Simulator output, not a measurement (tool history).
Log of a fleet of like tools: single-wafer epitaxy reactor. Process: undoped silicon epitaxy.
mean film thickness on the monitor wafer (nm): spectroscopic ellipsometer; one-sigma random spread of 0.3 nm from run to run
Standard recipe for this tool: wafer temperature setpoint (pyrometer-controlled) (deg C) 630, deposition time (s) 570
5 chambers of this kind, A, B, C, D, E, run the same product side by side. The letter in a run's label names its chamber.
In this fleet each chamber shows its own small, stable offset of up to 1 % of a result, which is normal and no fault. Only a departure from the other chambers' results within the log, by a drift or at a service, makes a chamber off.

run,hour,wafer temperature setpoint (pyrometer-controlled) (deg C),deposition time (s),hours since the last pyrometer calibration,"read-back reference wafer on the same gauge, thickness_nm",mean film thickness on the monitor wafer (nm)
1D,5,630,570,1180.1,54.797,61.203
2B,13.8,630,570,66,54.825,61.274
3A,20.6,630,570,1219.7,54.8,61.45
4E,32,630,570,96.8,54.815,60.943
5C,37.2,630,570,118.4,54.822,61.27
6C,45.2,630,570,126.4,54.817,61.154
7A,54.9,630,570,1254,54.77,61.468
8E,65.6,630,570,130.4,54.751,60.908
9B,74.4,630,570,126.6,54.823,62.148
# hour 81.6: chamber D: pyrometer calibrated
10D,84,630,570,2.5,54.814,57.577
11E,94.2,630,570,159,54.839,61.033
12C,101.4,630,570,182.6,54.874,61.6
13A,111.3,630,570,1310.4,54.758,61.43
14B,119,617,570,171.2,54.751,45.886
15D,124.8,617,570,43.3,54.835,42.905
16E,132.3,617,570,197.1,54.812,45.242
17B,138.9,617,570,191.1,54.805,45.868
18A,144.2,617,570,1343.3,54.809,45.525
19D,151.2,630,570,69.7,54.769,57.002
20C,157,630,570,238.2,54.82,61.754
21C,163.2,630,570,244.4,54.809,60.655
22B,173,630,570,225.2,54.82,61.818
23A,178.6,630,570,1377.7,54.781,60.896
24E,187.9,630,610,252.7,54.775,66.072
25D,195.2,630,610,113.7,54.721,61.225
26C,200.4,630,610,281.6,54.762,64.902
27E,205.4,630,610,270.2,54.732,66.202
28B,214.5,630,610,266.7,54.785,66.464
29D,224.8,630,570,143.3,54.73,57.669
30A,232.8,617,570,1431.9,54.805,45.615

One chamber off, gauge drift, or nothing amiss beyond the chambers' own small offsets? If it is a chamber, which one, and what is the likeliest cause?

A service on chamber D put it out of line with the rest.
Cause: wafer temperature below the value expected at the setpoint (K) = 2.67.

Which of the 4 candidates below, each the usual settings with something changed and its results left as question marks, puts chamber D back in line with what the other chambers give on the usual settings?
In line here means within this much of the mean the other chambers give on the usual settings: mean film thickness on the monitor wafer (nm) 1.1
31D-1,241.1,634,587,,,?
31D-2,241.1,632,579,,,?
31D-3,241.1,628,561,,,?
31D-4,241.1,626,553,,,?

Usual-settings mean across the other chambers: mean film thickness on the monitor wafer (nm) 61.318
run,mean film thickness on the monitor wafer (nm)
31D-1,64.988
31D-2,61.224
31D-3,54.08
31D-4,50.884
31D-2 puts the chamber back in line with the other chambers.
